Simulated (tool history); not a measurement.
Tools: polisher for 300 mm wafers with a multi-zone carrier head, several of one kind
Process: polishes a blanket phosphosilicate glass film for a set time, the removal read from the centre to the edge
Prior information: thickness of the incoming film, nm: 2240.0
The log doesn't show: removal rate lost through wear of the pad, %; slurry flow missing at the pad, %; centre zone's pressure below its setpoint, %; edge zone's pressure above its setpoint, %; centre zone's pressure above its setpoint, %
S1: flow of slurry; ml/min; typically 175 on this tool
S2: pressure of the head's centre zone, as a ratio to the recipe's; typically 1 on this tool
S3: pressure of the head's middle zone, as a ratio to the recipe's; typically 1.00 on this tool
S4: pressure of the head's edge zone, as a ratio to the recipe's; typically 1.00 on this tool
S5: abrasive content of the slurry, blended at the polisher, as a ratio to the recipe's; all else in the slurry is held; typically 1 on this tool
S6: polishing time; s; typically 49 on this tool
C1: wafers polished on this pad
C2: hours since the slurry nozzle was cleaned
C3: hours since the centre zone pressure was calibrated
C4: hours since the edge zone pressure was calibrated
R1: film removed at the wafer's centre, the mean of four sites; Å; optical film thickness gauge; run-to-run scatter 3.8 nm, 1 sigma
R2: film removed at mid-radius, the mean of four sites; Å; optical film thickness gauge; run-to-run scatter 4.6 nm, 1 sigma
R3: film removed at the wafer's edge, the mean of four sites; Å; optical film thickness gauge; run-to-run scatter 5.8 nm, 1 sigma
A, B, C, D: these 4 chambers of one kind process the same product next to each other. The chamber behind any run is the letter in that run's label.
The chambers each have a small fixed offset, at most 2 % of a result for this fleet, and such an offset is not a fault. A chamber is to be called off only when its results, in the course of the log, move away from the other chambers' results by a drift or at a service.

| run | day | S1 | S2 | S3 | S4 | S5 | S6 | C1 | C2 | C3 | C4 | R1 | R2 | R3 |
|---|---|---|---|---|---|---|---|---|---|---|---|---|---|---|
| 1D | 0.183 | 175 | 1 | 1.00 | 1.00 | 1 | 49 | 559 | 407.7 | 548.7 | 60.4 | 4210.9 | 4393.6 | 4244.7 |
| 2C | 0.479 | 175 | 1 | 1.00 | 1.00 | 1 | 49 | 486 | 476.9 | 634.2 | 340.4 | 4370.0 | 4418.7 | 4411.7 |
|  | 0.517 | chamber C: slurry nozzle cleaned |
|  | 0.683 | chamber C: worn pad replaced by a new one |
| 3B | 0.775 | 175 | 1 | 1.00 | 1.00 | 1 | 49 | 1232 | 174.4 | 510.6 | 118.6 | 4293.0 | 4444.6 | 4286.6 |
|  | 0.808 | chamber B: worn pad replaced by a new one |
| 4A | 0.979 | 175 | 1 | 1.00 | 1.00 | 1 | 49 | 535 | 265.9 | 874.7 | 1441.4 | 4364.9 | 4202.5 | 4342.1 |
| 5D | 1.208 | 175 | 1 | 1.00 | 1.00 | 1 | 49 | 839 | 432.3 | 573.3 | 85.0 | 4263.6 | 4296.9 | 4234.3 |
|  | 1.296 | chamber D: worn pad replaced by a new one |
| 6B | 1.500 | 175 | 1 | 1.00 | 1.00 | 1 | 49 | 189 | 191.8 | 528.0 | 136.0 | 4253.0 | 4381.6 | 4353.8 |
| 7C | 1.667 | 175 | 1 | 1.00 | 1.00 | 1 | 49 | 269 | 27.7 | 662.7 | 368.9 | 4422.0 | 4268.9 | 4435.1 |
|  | 1.738 | chamber A: centre zone pressure recalibrated |
| 8A | 1.829 | 225 | 1 | 1.00 | 1.00 | 1 | 49 | 767 | 286.3 | 2.3 | 1461.8 | 4485.3 | 4399.0 | 4277.9 |
|  | 1.871 | chamber A: worn pad replaced by a new one |
| 9C | 1.996 | 225 | 1 | 1.00 | 1.00 | 1 | 49 | 359 | 35.6 | 670.6 | 376.8 | 4543.5 | 4449.1 | 4461.1 |
| 10D | 2.192 | 225 | 1 | 1.00 | 1.00 | 1 | 49 | 245 | 455.9 | 596.9 | 108.6 | 4447.9 | 4534.2 | 4565.9 |
| 11A | 2.346 | 225 | 1 | 1.00 | 1.00 | 1 | 49 | 130 | 298.7 | 14.7 | 1474.2 | 4419.6 | 4435.6 | 4314.4 |
| 12B | 2.504 | 175 | 1 | 1.00 | 1.00 | 1 | 49 | 463 | 215.9 | 552.1 | 160.1 | 4271.8 | 4371.0 | 4191.4 |
|  | 2.612 | chamber C: worn pad replaced by a new one |
| 13C | 2.754 | 175 | 1 | 1.00 | 1.00 | 1 | 49 | 39 | 53.8 | 688.8 | 395.0 | 4395.5 | 4309.6 | 4355.9 |
| 14B | 2.950 | 175 | 1 | 1.00 | 1.00 | 1 | 49 | 585 | 226.6 | 562.8 | 170.8 | 4252.7 | 4329.5 | 4336.2 |
| 15A | 3.167 | 175 | 1 | 1.00 | 1.00 | 1 | 49 | 355 | 318.4 | 34.4 | 1493.9 | 4201.9 | 4104.9 | 4224.5 |
| 16D | 3.408 | 175 | 1 | 1.00 | 1.00 | 1 | 49 | 578 | 485.1 | 626.1 | 137.8 | 4245.1 | 4296.9 | 4279.1 |
| 17B | 3.679 | 175 | 1 | 1.00 | 1.00 | 1 | 49 | 785 | 244.1 | 580.3 | 188.3 | 4228.0 | 4266.0 | 4224.9 |
| 18A | 3.825 | 175 | 1 | 1.00 | 1.04 | 1 | 49 | 535 | 334.2 | 50.2 | 1509.7 | 4151.4 | 4102.5 | 4212.2 |
| 19D | 4.025 | 175 | 1 | 1.00 | 1.04 | 1 | 49 | 746 | 499.9 | 640.9 | 152.6 | 4296.2 | 4422.4 | 4374.5 |
| 20C | 4.288 | 175 | 1 | 1.00 | 1.04 | 1 | 49 | 458 | 90.6 | 725.6 | 431.8 | 4359.5 | 4301.3 | 4363.0 |
|  | 4.471 | chamber D: worn pad replaced by a new one |
|  | 4.475 | chamber B: slurry nozzle cleaned |
| 21C | 4.588 | 175 | 1 | 1.00 | 1.04 | 1 | 49 | 540 | 97.8 | 732.8 | 439.0 | 4296.3 | 4270.9 | 4594.0 |
|  | 4.683 | chamber A: worn pad replaced by a new one |
| 22B | 4.862 | 175 | 1 | 1.00 | 1.00 | 1 | 49 | 1108 | 9.4 | 608.7 | 216.7 | 4331.3 | 4275.8 | 4304.4 |
| 23D | 5.033 | 175 | 1 | 1.00 | 1.00 | 1 | 49 | 154 | 524.1 | 665.1 | 176.8 | 4235.8 | 4382.0 | 4371.5 |
| 24A | 5.258 | 200 | 1 | 1.00 | 1.00 | 1 | 49 | 157 | 368.6 | 84.6 | 1544.1 | 4176.6 | 4212.2 | 4138.7 |

Next, every chamber runs the same settings. What will each give?
| 25A | 5.496 | 175 | 1 | 1.11 | 1.00 | 1 | 49 |  |  |  |  | ? | ? | ? |
| 25B | 5.496 | 175 | 1 | 1.11 | 1.00 | 1 | 49 |  |  |  |  | ? | ? | ? |
| 25C | 5.496 | 175 | 1 | 1.11 | 1.00 | 1 | 49 |  |  |  |  | ? | ? | ? |
| 25D | 5.496 | 175 | 1 | 1.11 | 1.00 | 1 | 49 |  |  |  |  | ? | ? | ? |

| run | R1 | R2 | R3 |
|---|---|---|---|
| 25A | 3973.7 | 4428.0 | 3977.7 |
| 25B | 4288.0 | 4758.7 | 4335.3 |
| 25C | 4350.3 | 4647.9 | 4332.8 |
| 25D | 4257.8 | 4788.3 | 4271.9 |
